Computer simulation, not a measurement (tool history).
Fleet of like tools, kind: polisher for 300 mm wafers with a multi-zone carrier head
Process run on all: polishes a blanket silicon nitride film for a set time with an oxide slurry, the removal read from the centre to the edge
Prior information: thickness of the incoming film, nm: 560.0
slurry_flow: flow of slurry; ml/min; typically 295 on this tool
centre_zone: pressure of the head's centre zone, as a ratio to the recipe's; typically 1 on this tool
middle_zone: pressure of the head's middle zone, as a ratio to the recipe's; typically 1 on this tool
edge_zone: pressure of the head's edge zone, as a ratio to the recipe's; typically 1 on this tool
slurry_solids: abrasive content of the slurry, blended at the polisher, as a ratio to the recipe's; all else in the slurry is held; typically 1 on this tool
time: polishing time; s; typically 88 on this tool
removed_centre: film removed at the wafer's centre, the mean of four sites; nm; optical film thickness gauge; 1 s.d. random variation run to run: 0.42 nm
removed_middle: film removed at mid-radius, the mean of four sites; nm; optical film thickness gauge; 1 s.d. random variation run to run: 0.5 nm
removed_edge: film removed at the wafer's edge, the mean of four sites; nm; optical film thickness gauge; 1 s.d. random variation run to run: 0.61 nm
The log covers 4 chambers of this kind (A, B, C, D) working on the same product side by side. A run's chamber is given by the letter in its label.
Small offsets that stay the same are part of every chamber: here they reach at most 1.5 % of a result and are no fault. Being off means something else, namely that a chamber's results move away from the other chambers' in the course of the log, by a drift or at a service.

run,hour,slurry_flow,centre_zone,middle_zone,edge_zone,slurry_solids,time,removed_centre,removed_middle,removed_edge
1D,8.8,295,1,1,1,1,88,56.059,57.097,55.606
2C,21.4,295,1,1,1,1,88,55.743,57.41,55.675
3B,27.7,295,1,1,1,1,88,56.205,55.808,54.948
# hour 29.2: chamber B: worn pad replaced by a new one
4A,35.2,295,1,1,1,1,88,57.017,55.404,56.269
# hour 37.1: chamber A: centre zone pressure recalibrated
5A,48.1,295,1,1,1,1,88,56.656,55.94,56.785
6D,55.4,295,1,1,1,1,88,56.89,56.403,56.795
7C,63.1,295,1,1,1,1,88,55.902,56.115,54.429
8B,71.2,295,1,1,1,1,88,55.941,57.017,55.419
9D,80,295,1,1,1,1,88,55.267,56.093,55.93
# hour 85: chamber C: edge zone pressure recalibrated
10B,91.7,295,1,1,0.91,1,88,56.274,55.99,52.655
11C,100.1,295,1,1,0.91,1,88,55.714,56.218,52.515
12A,107,295,1,1,0.91,1,88,56.594,56.148,54.154
# hour 107.1: chamber C: worn pad replaced by a new one
13A,118.6,295,1,1,0.91,1,88,56.793,55.901,54.792
# hour 118.9: chamber A: worn pad replaced by a new one
14C,125.7,295,1,1,1,1,88,56.305,55.971,55.694
# hour 131.6: chamber D: worn pad replaced by a new one
15D,132.2,295,1,1,1,1,88,54.583,54.815,56.177
16B,143.6,295,1,1,0.89,1,88,55.723,55.921,52.595
17C,150.2,295,1,1,0.89,1,88,55.754,55.127,53.25
18A,161.2,295,1,1,0.89,1,88,57.601,56.009,53.556
19D,168.4,295,1,1,0.89,1,88,55.093,54.433,51.538
20B,175.2,295,1,1,1,1,88,55.535,56.126,56.643
21D,186.2,295,1,1,1,1,88,54.422,53.101,54.272
22B,199.3,295,1,1,1,1,88,55.458,56.812,55.638
# hour 201.6: chamber D: centre zone pressure recalibrated
# hour 202.3: chamber A: edge zone pressure recalibrated
# hour 207.8: chamber A: slurry nozzle cleaned
# hour 209.6: chamber B: worn pad replaced by a new one
23C,212.1,200,1,1,1,1,88,53.613,53.707,52.877
# hour 217.6: chamber B: edge zone pressure recalibrated
# hour 224.6: chamber A: worn pad replaced by a new one
24A,226,200,1,1,1,1,88,53.332,53.002,54.109
25C,232.2,200,1,1,1,1,88,54.056,53.823,52.538
26B,240.2,200,1,1,1,1,88,53.282,52.718,53.322
27D,246.6,295,1,1.06,1,1,114,68.738,72.51,68.281

One chamber off, gauge drift, or nothing amiss beyond the chambers' own small offsets? If it is a chamber, which one, and what is the likeliest cause?

Little by little, chamber D moves away from the other chambers.
Most likely cause: slurry flow missing at the pad, % = 41.9.

Below are 4 candidate recipes for chamber D's next run, each the usual settings with a change, their results shown as question marks. Which of them brings D's results back in line with what the other chambers give on the usual settings?
Allowed miss from the other chambers' usual-settings mean, per result, to count as in line: removed_centre 1.5 nm; removed_middle 1.8 nm; removed_edge 2.1 nm
28D-1,256.5,290,0.98,0.98,1.01,1,84,?,?,?
28D-2,256.5,305,1.03,1.03,0.97,1.05,96,?,?,?
28D-3,256.5,285,0.96,0.97,1.03,0.95,81,?,?,?
28D-4,256.5,300,1.02,1.02,0.99,1,92,?,?,?

What the other chambers average on the usual settings: removed_centre 56.182 nm; removed_middle 56.02 nm; removed_edge 55.817 nm
run,removed_centre,removed_middle,removed_edge
28D-1,48.807,48.997,51.525
28D-2,60.747,60.443,59.251
28D-3,44.793,45.568,48.926
28D-4,56.182,56.002,56.039
With 28D-4, the chamber falls back in line with the rest.

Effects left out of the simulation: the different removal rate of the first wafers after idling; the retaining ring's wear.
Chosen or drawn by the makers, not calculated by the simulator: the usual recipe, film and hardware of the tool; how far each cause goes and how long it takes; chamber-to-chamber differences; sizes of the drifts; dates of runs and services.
